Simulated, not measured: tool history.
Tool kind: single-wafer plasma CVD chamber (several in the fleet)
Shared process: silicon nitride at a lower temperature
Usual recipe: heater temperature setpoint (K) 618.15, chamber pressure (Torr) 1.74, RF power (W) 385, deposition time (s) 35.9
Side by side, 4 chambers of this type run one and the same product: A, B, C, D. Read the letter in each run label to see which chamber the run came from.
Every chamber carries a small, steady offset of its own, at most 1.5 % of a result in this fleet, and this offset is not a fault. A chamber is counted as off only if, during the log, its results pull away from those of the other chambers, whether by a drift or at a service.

run	day	heater temperature setpoint (K)	chamber pressure (Torr)	RF power (W)	deposition time (s)	hours since the last thermocouple change	hours since the last RF generator calibration	hours since the last manometer calibration	read-back reference wafer on the same gauge, thickness_nm	mean film thickness on the monitor wafer (nm)
1A	0.296	618.15	1.74	385	35.9	597.7	1398.6	714.7	47.184	50.414
2C	0.554	618.15	1.74	385	35.9	742.2	292.2	1212.6	47.195	50.843
3D	0.846	618.15	1.74	385	35.9	2159.8	728.3	1334.1	47.187	50.246
4B	1.233	618.15	1.74	385	35.9	934.4	955	1068.5	47.152	50.353
5D	1.475	618.15	1.74	385	35.9	2174.9	743.4	1349.2	47.162	50.211
6C	1.762	618.15	1.74	385	35.9	771.2	321.2	1241.6	47.17	50.8
7A	1.975	618.15	1.74	385	35.9	638	1438.9	755	47.15	50.402
8B	2.246	618.15	1.74	385	35.9	958.7	979.3	1092.8	47.124	50.37
# day 2.412: chamber B: RF generator calibrated
9C	2.638	618.15	1.74	385	35.9	792.2	342.2	1262.6	47.142	50.847
10D	2.938	618.15	1.74	385	35.9	2210	778.5	1384.3	47.125	50.103
11B	3.3	618.15	1.74	385	35.9	984	21.4	1118.1	47.111	50.39
12A	3.517	618.15	1.74	385	35.9	675	1475.9	792	47.121	50.276
13C	3.708	618.15	1.74	385	35.9	817.9	367.9	1288.3	47.1	50.699
14A	4.079	618.15	1.74	385	35.9	688.5	1489.4	805.5	47.078	50.518
15D	4.312	618.15	1.74	385	35.9	2243	811.5	1417.3	47.073	50.095
16B	4.529	618.15	1.74	385	35.9	1013.5	50.9	1147.6	47.087	50.34
17C	4.75	618.15	1.74	385	35.9	842.9	392.9	1313.3	47.086	50.871
18B	5.117	618.15	1.74	385	35.9	1027.6	65	1161.7	47.047	50.415
19D	5.479	618.15	1.74	385	35.9	2271	839.5	1445.3	47.054	50.086
20A	5.717	618.15	1.74	385	35.9	727.8	1528.7	844.8	47.055	50.142
21A	5.996	618.15	1.74	385	35.9	734.5	1535.4	851.5	47.042	50.379
22B	6.375	618.15	1.74	385	35.9	1057.8	95.2	1191.9	47.022	50.313
23C	6.575	618.15	1.74	385	35.9	886.7	436.7	1357.1	47.025	50.723
24D	6.954	618.15	2.16	335	35.9	2306.4	874.9	1480.7	47.028	48.555
# day 7.217: chamber B: thermocouple changed; heater temperature recalibrated
25C	7.346	618.15	2.16	335	35.9	905.2	455.2	1375.6	47	49.045
26B	7.583	618.15	2.16	335	35.9	8.8	124.2	1220.9	46.989	48.601
27D	7.758	618.15	2.16	335	35.9	2325.7	894.2	1500	46.986	48.589
28A	8.067	618.15	1.74	385	35.9	784.2	1585.1	901.2	46.975	50.141
29A	8.254	618.15	1.74	385	35.9	788.7	1589.6	905.7	46.977	50.288
30D	8.621	618.15	1.74	385	35.9	2346.4	914.9	1520.7	46.991	50.1
31C	8.8	618.15	1.74	385	35.9	940.1	490.1	1410.5	46.979	50.676
32B	9.167	618.15	1.74	385	35.9	46.8	162.2	1258.9	46.969	50.312
33B	9.4	618.15	1.74	385	40.8	52.4	167.8	1264.5	46.955	57.076
34C	9.625	618.15	1.74	385	40.8	959.9	509.9	1430.3	46.941	57.673

Is one chamber off against the others, does the gauge drift, or is nothing wrong? If a chamber is off, say which, and what the likeliest cause is.

No chamber is off; the gauge reading every chamber's wafers drifts, which makes the whole fleet appear to move together.
Cause: gauge reads low (%) = 0.559.

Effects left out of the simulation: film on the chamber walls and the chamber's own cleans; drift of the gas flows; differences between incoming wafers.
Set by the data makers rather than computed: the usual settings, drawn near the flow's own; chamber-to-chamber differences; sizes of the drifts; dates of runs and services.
